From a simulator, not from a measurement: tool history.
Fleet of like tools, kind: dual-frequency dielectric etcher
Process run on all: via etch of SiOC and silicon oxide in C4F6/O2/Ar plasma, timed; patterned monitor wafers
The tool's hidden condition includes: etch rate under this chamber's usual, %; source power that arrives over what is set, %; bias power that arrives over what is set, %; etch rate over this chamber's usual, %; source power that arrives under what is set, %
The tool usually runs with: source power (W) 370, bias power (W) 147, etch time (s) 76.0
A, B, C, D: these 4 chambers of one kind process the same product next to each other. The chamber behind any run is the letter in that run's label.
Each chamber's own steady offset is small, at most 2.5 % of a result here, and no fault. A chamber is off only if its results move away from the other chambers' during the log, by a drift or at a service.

| run | hour | source power (W) | bias power (W) | etch time (s) | hours since the last wet clean | hours since the last source power generator calibration | hours since the last bias power generator calibration | read-back reference wafer on the same gauge, depth_nm | mean etch depth across the wafer (Å) |
|---|---|---|---|---|---|---|---|---|---|
| 1D | 3.2 | 370 | 147 | 76.0 | 241.3 | 770.3 | 257.9 | 75.978 | 793.03 |
| 2B | 5.8 | 370 | 147 | 76.0 | 268.3 | 2141.1 | 591.3 | 76.095 | 779.62 |
| 3A | 8.8 | 370 | 147 | 76.0 | 490.0 | 3930.0 | 1436.4 | 76.034 | 782.67 |
| 4C | 13.2 | 370 | 147 | 76.0 | 207.6 | 1372.8 | 2096.1 | 76.097 | 787.23 |
| 5C | 16.4 | 370 | 147 | 76.0 | 210.8 | 1376.0 | 2099.3 | 76.037 | 779.66 |
| 6A | 19.0 | 370 | 147 | 76.0 | 500.2 | 3940.2 | 1446.6 | 75.986 | 774.07 |
| 7D | 21.5 | 370 | 147 | 76.0 | 259.6 | 788.6 | 276.2 | 76.040 | 801.39 |
| 8B | 24.8 | 370 | 147 | 76.0 | 287.3 | 2160.1 | 610.3 | 76.011 | 789.87 |
| 9A | 27.1 | 370 | 147 | 76.0 | 508.3 | 3948.3 | 1454.7 | 75.982 | 772.44 |
| 10C | 31.4 | 370 | 147 | 76.0 | 225.8 | 1391.0 | 2114.3 | 76.041 | 784.34 |
| 11D | 34.6 | 370 | 147 | 76.0 | 272.7 | 801.7 | 289.3 | 76.060 | 806.54 |
| 12B | 37.4 | 370 | 147 | 76.0 | 299.9 | 2172.7 | 622.9 | 76.067 | 782.19 |
| 13D | 41.2 | 370 | 147 | 76.0 | 279.3 | 808.3 | 295.9 | 76.055 | 813.47 |
| 14B | 43.4 | 370 | 147 | 76.0 | 305.9 | 2178.7 | 628.9 | 76.166 | 789.28 |
| 15A | 47.7 | 370 | 147 | 76.0 | 528.9 | 3968.9 | 1475.3 | 76.077 | 771.97 |
| 16C | 50.5 | 370 | 147 | 76.0 | 244.9 | 1410.1 | 2133.4 | 76.079 | 786.15 |
| 17B | 53.7 | 370 | 147 | 76.0 | 316.2 | 2189.0 | 639.2 | 75.960 | 783.18 |
| 18D | 56.2 | 370 | 147 | 76.0 | 294.3 | 823.3 | 310.9 | 76.022 | 810.12 |
| 19C | 59.5 | 370 | 147 | 76.0 | 253.9 | 1419.1 | 2142.4 | 76.061 | 777.31 |
| 20A | 62.4 | 370 | 147 | 76.0 | 543.6 | 3983.6 | 1490.0 | 76.023 | 774.36 |
| 21B | 64.5 | 370 | 147 | 76.0 | 327.0 | 2199.8 | 650.0 | 76.169 | 778.27 |
| 22A | 68.8 | 370 | 147 | 76.0 | 550.0 | 3990.0 | 1496.4 | 75.966 | 776.09 |
| 23C | 73.2 | 320 | 147 | 66.5 | 267.6 | 1432.8 | 2156.1 | 76.022 | 639.21 |
| 24D | 76.3 | 320 | 147 | 66.5 | 314.4 | 843.4 | 331.0 | 75.904 | 682.49 |
| 25D | 79.2 | 320 | 147 | 66.5 | 317.3 | 846.3 | 333.9 | 76.020 | 675.04 |
| 26A | 81.5 | 320 | 147 | 66.5 | 562.7 | 4002.7 | 1509.1 | 76.096 | 642.56 |
| 27C | 84.0 | 370 | 147 | 76.0 | 278.4 | 1443.6 | 2166.9 | 76.003 | 778.82 |
| 28B | 87.7 | 370 | 147 | 76.0 | 350.2 | 2223.0 | 673.2 | 75.950 | 788.20 |
| 29D | 90.6 | 370 | 147 | 76.0 | 328.7 | 857.7 | 345.3 | 75.977 | 833.17 |
| 30C | 95.0 | 370 | 147 | 76.0 | 289.4 | 1454.6 | 2177.9 | 75.918 | 779.98 |
| 31B | 98.8 | 370 | 147 | 76.0 | 361.3 | 2234.1 | 684.3 | 76.006 | 783.79 |

Predict what each chamber gives when all 4 of them run the settings below next.
| 32A | 102.0 | 370 | 147 | 76.0 |  |  |  |  | ? |
| 32B | 102.0 | 370 | 147 | 76.0 |  |  |  |  | ? |
| 32C | 102.0 | 370 | 147 | 76.0 |  |  |  |  | ? |
| 32D | 102.0 | 370 | 147 | 76.0 |  |  |  |  | ? |

| run | mean etch depth across the wafer (Å) |
|---|---|
| 32A | 773.31 |
| 32B | 779.81 |
| 32C | 788.94 |
| 32D | 839.43 |
